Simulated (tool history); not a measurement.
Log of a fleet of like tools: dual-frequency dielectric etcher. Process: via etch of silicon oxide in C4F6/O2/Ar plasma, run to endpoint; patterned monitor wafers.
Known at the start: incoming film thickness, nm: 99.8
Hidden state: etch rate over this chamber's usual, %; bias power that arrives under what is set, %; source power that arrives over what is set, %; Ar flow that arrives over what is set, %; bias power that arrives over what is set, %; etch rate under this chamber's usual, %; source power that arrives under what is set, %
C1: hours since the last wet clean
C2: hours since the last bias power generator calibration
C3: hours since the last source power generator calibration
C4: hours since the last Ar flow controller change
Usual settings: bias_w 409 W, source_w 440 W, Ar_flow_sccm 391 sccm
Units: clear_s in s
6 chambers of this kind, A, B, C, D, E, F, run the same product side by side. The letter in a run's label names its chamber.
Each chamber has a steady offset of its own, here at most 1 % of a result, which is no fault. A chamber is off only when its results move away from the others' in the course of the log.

Run 1D, hour 2.9: usual settings; C1 238.4; C2 139.4; C3 583.3; C4 11.8. Result: clear_s 23.592 s.
Run 2F, hour 6.5: usual settings; C1 618.6; C2 2500.6; C3 661.4; C4 408.3. Result: clear_s 23.483 s.
Run 3E, hour 10.8: usual settings; C1 390.7; C2 506.4; C3 152.8; C4 4138.4. Result: clear_s 23.407 s.
At hour 11.4: chamber A: wet clean of the chamber.
At hour 15.4: chamber F: wet clean of the chamber.
Run 4B, hour 15.9: usual settings; C1 255.1; C2 341.3; C3 4319.1; C4 493.1. Result: clear_s 23.661 s.
Run 5A, hour 19.8: usual settings; C1 8.4; C2 1661.9; C3 1988.3; C4 689.0. Result: clear_s 23.614 s.
At hour 22.0: chamber E: Ar flow controller replaced.
Run 6C, hour 24.9: usual settings; C1 271.7; C2 2457.9; C3 2133.7; C4 1639.5. Result: clear_s 23.496 s.
Run 7E, hour 29.3: usual settings; C1 409.2; C2 524.9; C3 171.3; C4 7.3. Result: clear_s 23.384 s.
Run 8A, hour 34.3: usual settings; C1 22.9; C2 1676.4; C3 2002.8; C4 703.5. Result: clear_s 23.525 s.
Run 9F, hour 36.7: usual settings but Ar_flow_sccm 475 sccm; C1 21.4; C2 2530.8; C3 691.6; C4 438.5. Result: clear_s 24.006 s.
Run 10B, hour 39.7: usual settings but Ar_flow_sccm 475 sccm; C1 278.9; C2 365.1; C3 4342.9; C4 516.9. Result: clear_s 24.185 s.
Run 11D, hour 43.3: usual settings but Ar_flow_sccm 475 sccm; C1 278.8; C2 179.8; C3 623.7; C4 52.2. Result: clear_s 24.153 s.
Run 12C, hour 46.8: usual settings but Ar_flow_sccm 475 sccm; C1 293.6; C2 2479.8; C3 2155.6; C4 1661.4. Result: clear_s 24.102 s.
Run 13A, hour 51.0: usual settings but Ar_flow_sccm 475 sccm; C1 39.6; C2 1693.1; C3 2019.5; C4 720.2. Result: clear_s 24.127 s.
Run 14F, hour 55.3: usual settings but Ar_flow_sccm 475 sccm; C1 40.0; C2 2549.4; C3 710.2; C4 457.1. Result: clear_s 24.073 s.
Run 15D, hour 57.7: usual settings; C1 293.2; C2 194.2; C3 638.1; C4 66.6. Result: clear_s 23.803 s.
Run 16C, hour 62.2: usual settings; C1 309.0; C2 2495.2; C3 2171.0; C4 1676.8. Result: clear_s 23.787 s.
Run 17B, hour 64.8: usual settings; C1 304.0; C2 390.2; C3 4368.0; C4 542.0. Result: clear_s 23.356 s.
Run 18E, hour 69.0: usual settings; C1 448.9; C2 564.6; C3 211.0; C4 47.0. Result: clear_s 23.335 s.
At hour 69.4: chamber E: wet clean of the chamber.
Run 19F, hour 71.6: usual settings; C1 56.3; C2 2565.7; C3 726.5; C4 473.4. Result: clear_s 23.414 s.
Run 20B, hour 74.2: usual settings; C1 313.4; C2 399.6; C3 4377.4; C4 551.4. Result: clear_s 23.554 s.
Run 21C, hour 77.5: usual settings; C1 324.3; C2 2510.5; C3 2186.3; C4 1692.1. Result: clear_s 23.868 s.
Run 22A, hour 80.3: usual settings but source_w 510 W, Ar_flow_sccm 467 sccm; C1 68.9; C2 1722.4; C3 2048.8; C4 749.5. Result: clear_s 22.883 s.
Run 23E, hour 85.2: usual settings but source_w 510 W, Ar_flow_sccm 467 sccm; C1 15.8; C2 580.8; C3 227.2; C4 63.2. Result: clear_s 22.604 s.
Run 24D, hour 89.0: usual settings but source_w 510 W, Ar_flow_sccm 467 sccm; C1 324.5; C2 225.5; C3 669.4; C4 97.9. Result: clear_s 22.788 s.
Run 25B, hour 93.8: usual settings but source_w 510 W, Ar_flow_sccm 467 sccm; C1 333.0; C2 419.2; C3 4397.0; C4 571.0. Result: clear_s 22.827 s.
Run 26A, hour 97.5: usual settings but source_w 510 W, Ar_flow_sccm 467 sccm; C1 86.1; C2 1739.6; C3 2066.0; C4 766.7. Result: clear_s 22.734 s.
Run 27D, hour 101.3: usual settings but source_w 510 W, Ar_flow_sccm 467 sccm; C1 336.8; C2 237.8; C3 681.7; C4 110.2. Result: clear_s 22.889 s.
Run 28E, hour 105.5: usual settings; C1 36.1; C2 601.1; C3 247.5; C4 83.5. Result: clear_s 23.421 s.
Run 29F, hour 109.9: usual settings but bias_w 460 W; C1 94.6; C2 2604.0; C3 764.8; C4 511.7. Result: clear_s 22.332 s.
Run 30C, hour 112.8: usual settings but bias_w 460 W; C1 359.6; C2 2545.8; C3 2221.6; C4 1727.4. Result: clear_s 23.190 s.
Run 31B, hour 115.3: usual settings but bias_w 460 W; C1 354.5; C2 440.7; C3 4418.5; C4 592.5. Result: clear_s 22.484 s.
Run 32E, hour 119.6: usual settings but bias_w 460 W; C1 50.2; C2 615.2; C3 261.6; C4 97.6. Result: clear_s 22.367 s.
Run 33F, hour 124.8: usual settings but bias_w 460 W; C1 109.5; C2 2618.9; C3 779.7; C4 526.6. Result: clear_s 22.403 s.
Run 34D, hour 128.3: usual settings but bias_w 460 W; C1 363.8; C2 264.8; C3 708.7; C4 137.2. Result: clear_s 22.599 s.
Run 35A, hour 132.0: usual settings; C1 120.6; C2 1774.1; C3 2100.5; C4 801.2. Result: clear_s 23.437 s.
Run 36C, hour 134.7: usual settings; C1 381.5; C2 2567.7; C3 2243.5; C4 1749.3. Result: clear_s 24.518 s.
Run 37A, hour 137.7: usual settings; C1 126.3; C2 1779.8; C3 2106.2; C4 806.9. Result: clear_s 23.625 s.

Next, every chamber runs the same settings. What will each give?
Run 38A, hour 141.6: usual settings but bias_w 374 W. Result: clear_s ?.
Run 38B, hour 141.6: usual settings but bias_w 374 W. Result: clear_s ?.
Run 38C, hour 141.6: usual settings but bias_w 374 W. Result: clear_s ?.
Run 38D, hour 141.6: usual settings but bias_w 374 W. Result: clear_s ?.
Run 38E, hour 141.6: usual settings but bias_w 374 W. Result: clear_s ?.
Run 38F, hour 141.6: usual settings but bias_w 374 W. Result: clear_s ?.

run  clear_s
38A   24.197
38B   24.135
38C   25.356
38D   24.445
38E   24.243
38F   24.276
